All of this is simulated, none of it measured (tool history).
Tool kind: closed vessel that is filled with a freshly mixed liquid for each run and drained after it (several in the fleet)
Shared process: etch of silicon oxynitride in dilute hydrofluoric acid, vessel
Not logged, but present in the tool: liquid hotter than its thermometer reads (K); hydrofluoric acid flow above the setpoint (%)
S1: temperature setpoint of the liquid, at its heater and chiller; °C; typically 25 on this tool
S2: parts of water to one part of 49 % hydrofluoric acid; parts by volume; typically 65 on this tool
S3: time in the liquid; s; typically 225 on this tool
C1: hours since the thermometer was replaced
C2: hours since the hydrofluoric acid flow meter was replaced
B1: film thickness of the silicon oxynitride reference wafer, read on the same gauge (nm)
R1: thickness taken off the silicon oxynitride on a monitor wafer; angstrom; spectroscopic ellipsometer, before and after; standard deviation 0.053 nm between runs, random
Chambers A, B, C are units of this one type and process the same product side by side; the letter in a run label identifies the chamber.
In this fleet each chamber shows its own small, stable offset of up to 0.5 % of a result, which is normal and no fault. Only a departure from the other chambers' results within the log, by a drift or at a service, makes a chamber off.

run   hour    S1  S2   S3      C1      C2      B1      R1
 1B    7.9    25  65  225  1615.5   727.7  110.01  84.789
      14.2  -- chamber B: thermometer replaced
 2C     20    25  65  225    2764     292     110  85.044
 3A   28.8    25  65  225  1835.7     783  110.02  85.672
 4B     41    25  65  225    26.8   760.8  110.01  85.117
 5A   48.9    25  65  225  1855.8   803.1     110  85.066
 6C   59.2    25  65  225  2803.2   331.2  110.02  85.008
 7C   70.7    25  80  105  2814.7   342.7     110  31.901
 8B   78.5    25  80  105    64.3   798.3     110   31.76
 9A   92.5    25  80  105  1899.4   846.7  110.02   31.87
10A  105.5    25  65  225  1912.4   859.7  110.01  85.377
11C  118.7    25  50  225  2862.7   390.7  109.98  112.64
12B  129.4    25  50  225   115.2   849.2  110.03  113.19
13C  139.3    25  50  225  2883.3   411.3     110   113.1
14B  150.9    25  65  225   136.7   870.7  109.97  85.797
15A  161.2    25  65  225  1968.1   915.4  110.01  85.431
16A    173    25  65  225  1979.9   927.2  109.97   84.94
     175.3  -- chamber C: thermometer replaced
17C  187.5    25  65  330    12.2   459.5  110.01  124.18
18B  201.9    25  65  330   187.7   921.7  109.98   125.5
19A  216.2    25  65  330  2023.1   970.4  110.02  124.82
20C  228.4    25  65  225    53.1   500.4  110.02  85.029
21B    243    25  65  225   228.8   962.8  110.01  84.214
22C  253.6    25  65  225    78.3   525.6  110.01  85.126
23B  262.4    25  65  225   248.2   982.2  109.99  84.612
24A  269.1    25  65  225    2076  1023.3     110  85.232
25C  277.9    25  65  225   102.6   549.9     110  85.768
26B    286    25  65  225   271.8  1005.8  109.99  85.213
27A  293.4    25  65  225  2100.3  1047.6     110  85.627
28C    301    25  65  225   125.7     573  109.97    84.7
29A  314.7    25  65  225  2121.6  1068.9     110  85.913
     318.7  -- chamber C: hydrofluoric acid flow meter replaced
     320.3  -- chamber A: thermometer replaced
30B  327.3    25  65  225   313.1  1047.1  110.04  84.831
31B  338.8    25  65  225   324.6  1058.6  110.01  85.696
32C  349.3    25  65  225     174    30.6     110  84.411
33A  356.7  27.5  65  180    36.5  1110.9  109.95  77.264
34B  363.1  27.5  65  180   348.9  1082.9  109.98  77.508
35C  377.2  27.5  65  180   201.9    58.5  109.97  75.656
36A  389.3    25  50  350    69.1  1143.5  109.98  173.53

Is one chamber off against the others, does the gauge drift, or is nothing wrong? If a chamber is off, say which, and what the likeliest cause is.

Nothing is wrong: each chamber keeps only its own small, steady offset and the gauge holds still.

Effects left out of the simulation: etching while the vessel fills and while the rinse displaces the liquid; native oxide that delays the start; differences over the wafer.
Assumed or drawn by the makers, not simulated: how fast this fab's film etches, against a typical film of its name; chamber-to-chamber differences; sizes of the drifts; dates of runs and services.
